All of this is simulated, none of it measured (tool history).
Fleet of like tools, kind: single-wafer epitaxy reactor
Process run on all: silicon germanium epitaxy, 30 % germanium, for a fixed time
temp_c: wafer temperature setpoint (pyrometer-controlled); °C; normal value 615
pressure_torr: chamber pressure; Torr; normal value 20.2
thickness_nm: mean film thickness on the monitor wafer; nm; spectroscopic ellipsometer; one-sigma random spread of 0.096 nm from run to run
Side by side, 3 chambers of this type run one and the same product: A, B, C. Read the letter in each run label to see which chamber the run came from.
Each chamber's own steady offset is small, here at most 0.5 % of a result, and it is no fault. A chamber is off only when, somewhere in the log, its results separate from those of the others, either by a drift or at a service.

run,hour,temp_c,pressure_torr,"read-back reference wafer on the same gauge, thickness_nm",thickness_nm
1C,6.2,615,20.2,77.914,77.591
2A,9.8,615,20.2,77.887,77.942
3B,15.6,615,20.2,77.871,77.777
4B,21,615,20.2,77.851,77.745
5C,25,615,20.2,77.864,77.462
6A,31.5,615,20.2,77.838,77.887
7C,37.3,615,20.2,77.828,77.504
8A,41.7,615,20.2,77.823,77.725
9B,47.8,622,20.2,77.793,87.898
10B,53.6,622,20.2,77.768,87.934
11C,58.9,622,20.2,77.786,87.456
12A,63.6,615,20.2,77.793,77.696
13A,67,615,20.2,77.746,77.94
14B,70.1,615,20.2,77.767,77.663
15C,76.6,615,20.2,77.755,77.402
16A,79.8,602,17.2,77.755,57.769
17B,83.1,602,17.2,77.725,57.479
18C,89.8,602,17.2,77.697,57.479
19C,96.2,615,20.2,77.708,77.208
20B,102,615,20.2,77.694,77.624
21A,105,615,20.2,77.701,77.63
22A,109.8,615,20.2,77.667,77.536
23B,113.2,615,20.2,77.661,77.504
24C,118.5,615,20.2,77.677,77.224
25A,123.3,615,20.2,77.653,77.708
26C,126.9,615,20.2,77.645,76.988
27B,133.7,615,20.2,77.669,77.553
28B,139.7,615,20.2,77.627,77.491
29C,142.9,615,20.2,77.606,77.152
30A,148.6,615,20.2,77.616,77.495
31A,153.9,615,20.2,77.593,77.468
32C,156.9,615,20.2,77.586,77.222
33B,160.3,615,20.2,77.566,77.458
34C,166.8,615,20.2,77.573,77.265
35A,171.2,615,20.2,77.595,77.694
36B,175.5,615,20.2,77.544,77.293
37B,180.6,615,20.2,77.551,77.349
38A,186.4,615,20.2,77.559,77.62
39C,192.3,615,20.2,77.505,77.162
40B,195.3,615,20.2,77.532,77.373

The same settings go to every chamber for the next run, one line per chamber below. Forecast the results for each:
41A,200.2,615,20.2,,?
41B,200.2,615,20.2,,?
41C,200.2,615,20.2,,?

run,thickness_nm
41A,77.485
41B,77.518
41C,77.095

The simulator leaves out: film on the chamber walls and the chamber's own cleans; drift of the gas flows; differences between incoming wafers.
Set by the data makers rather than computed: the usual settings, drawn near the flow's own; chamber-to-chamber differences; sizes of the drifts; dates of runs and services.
